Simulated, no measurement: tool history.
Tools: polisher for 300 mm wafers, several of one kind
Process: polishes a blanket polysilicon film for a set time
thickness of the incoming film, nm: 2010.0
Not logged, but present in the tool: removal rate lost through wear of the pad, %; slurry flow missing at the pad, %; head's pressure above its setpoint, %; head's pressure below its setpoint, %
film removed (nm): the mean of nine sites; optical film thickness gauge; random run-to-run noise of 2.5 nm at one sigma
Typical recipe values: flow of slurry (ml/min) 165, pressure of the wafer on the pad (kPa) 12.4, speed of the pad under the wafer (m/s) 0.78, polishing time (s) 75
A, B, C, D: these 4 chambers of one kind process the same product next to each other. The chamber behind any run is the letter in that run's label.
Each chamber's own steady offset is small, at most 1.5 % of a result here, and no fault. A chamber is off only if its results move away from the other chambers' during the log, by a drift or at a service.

run   hour  flow of slurry (ml/min)  pressure of the wafer on the pad (kPa)  speed of the pad under the wafer (m/s)  polishing time (s)  wafers polished on this pad  hours since the slurry nozzle was cleaned  hours since the head pressure was calibrated  film removed (nm)
 1C    7.2                      165                                    12.4                                    0.78                  75                          293                                       83.8                                        1132.5             309.12
 2B   13.8                      165                                    12.4                                    0.78                  75                          262                                       68.8                                        1263.2             310.69
 3D   25.1                      165                                    12.4                                    0.78                  75                         1122                                      195.9                                         313.4             308.54
 4A   31.9                      165                                    12.4                                    0.78                  75                          583                                      180.3                                         877.9             303.11
 5C   45.2                      165                                    15.2                                    1.02                  75                          542                                      121.8                                        1170.5             500.26
      47.2  -- chamber A: worn pad replaced by a new one
      50.1  -- chamber D: worn pad replaced by a new one
 6D   55.8                      165                                    15.2                                    1.02                  75                           37                                      226.6                                         344.1             490.48
 7B   63.3                      165                                    15.2                                    1.02                  75                          587                                      118.3                                        1312.7             499.70
 8A   72.3                      165                                    15.2                                    1.02                  75                          165                                      220.7                                         918.3             487.79
 9C   79.5                      165                                    12.4                                    0.78                  75                          767                                      156.1                                        1204.8             313.99
      80.3  -- chamber D: head pressure recalibrated
10D   86.3                      165                                    11.0                                    0.96                  75                          237                                      257.1                                           6.0             336.81
11B   98.7                      165                                    11.0                                    0.96                  75                          819                                      153.7                                        1348.1             337.24
12A  113.1                      165                                    11.0                                    0.96                  75                          432                                      261.5                                         959.1             333.77
13D  123.4                      165                                    11.0                                    0.96                  75                          480                                      294.2                                          43.1             338.06
14A  137.1                      165                                    12.4                                    0.78                  75                          589                                      285.5                                         983.1             305.91
15C  147.1                      165                                    12.4                                    0.78                  75                         1210                                      223.7                                        1272.4             311.73
     149.5  -- chamber C: worn pad replaced by a new one
     153.0  -- chamber A: worn pad replaced by a new one
16B  157.4                      165                                    12.4                                    0.78                  75                         1203                                      212.4                                        1406.8             308.34
     162.8  -- chamber B: head pressure recalibrated
17D  168.8                      165                                    12.4                                    0.78                  75                          778                                      339.6                                          88.5             307.69
     176.3  -- chamber C: head pressure recalibrated
     179.7  -- chamber B: worn pad replaced by a new one
18C  181.7                      165                                    12.4                                    0.78                  75                          211                                      258.3                                           5.4             312.43
19A  188.9                      165                                     9.0                                    0.78                  75                          235                                      337.3                                        1034.9             219.63
     192.7  -- chamber A: slurry nozzle cleaned
20B  195.7                      165                                     9.0                                    0.78                  75                          105                                      250.7                                          33.0             250.42
     202.1  -- chamber D: worn pad replaced by a new one
21B  202.8                      165                                     9.0                                    0.78                  75                          151                                      257.8                                          40.1             252.87
22D  216.7                      165                                     9.0                                    0.78                  75                           96                                      387.5                                         136.4             220.77
23C  225.8                      165                                    12.4                                    0.78                  75                          500                                      302.4                                          49.5             310.83
24A  235.6                      165                                    12.4                                    0.78                  75                          541                                       43.0                                        1081.6             304.48
     244.8  -- chamber C: slurry nozzle cleaned
25A  249.6                      165                                    12.4                                    0.78                  75                          633                                       57.0                                        1095.6             307.08
     257.3  -- chamber A: worn pad replaced by a new one
26B  259.8                      165                                    12.4                                    0.78                  75                          525                                      314.8                                          97.1             339.29
27C  271.2                      165                                    12.4                                    0.78                  75                          797                                       26.4                                          94.9             314.92
28D  282.9                      165                                    12.4                                    0.78                  75                          530                                      453.7                                         202.6             307.84
29B  289.6                      165                                    12.4                                    0.78                  75                          720                                      344.6                                         126.9             345.83
30C  296.9                      165                                    12.4                                    0.78                  75                          966                                       52.1                                         120.6             314.67
     306.4  -- chamber A: head pressure recalibrated
31A  306.6                      165                                    12.4                                    0.78                  75                          323                                      114.0                                           0.2             302.90

Read the log: is a single chamber off, either drifting away or since a service, is the gauge that measures every chamber drifting, or is nothing wrong beyond small per-chamber offsets? Name any odd chamber and what most likely caused it.

A service left chamber B off against the others.
Likeliest cause: head's pressure above its setpoint, % = 11.4.

Which of the 4 candidates below, each the usual settings with something changed and its results left as question marks, puts chamber B back in line with what the other chambers give on the usual settings?
Allowed miss from the other chambers' usual-settings mean, per result, to count as in line: film removed (nm) 8.60
32B-1  317.0                      165                                    11.7                                    0.78                  71                                                                                                                                        ?
32B-2  317.0                      165                                    12.4                                    0.82                  75                                                                                                                                        ?
32B-3  317.0                      165                                    12.4                                    0.78                  83                                                                                                                                        ?
32B-4  317.0                      165                                    12.4                                    0.76                  74                                                                                                                                        ?

Average result of the remaining chambers running the usual settings: film removed (nm) 308.78
  run  film removed (nm)
32B-1             307.72
32B-2             361.78
32B-3             380.64
32B-4             330.56
The right change is 32B-1: it brings the chamber back within the allowed miss of the others.
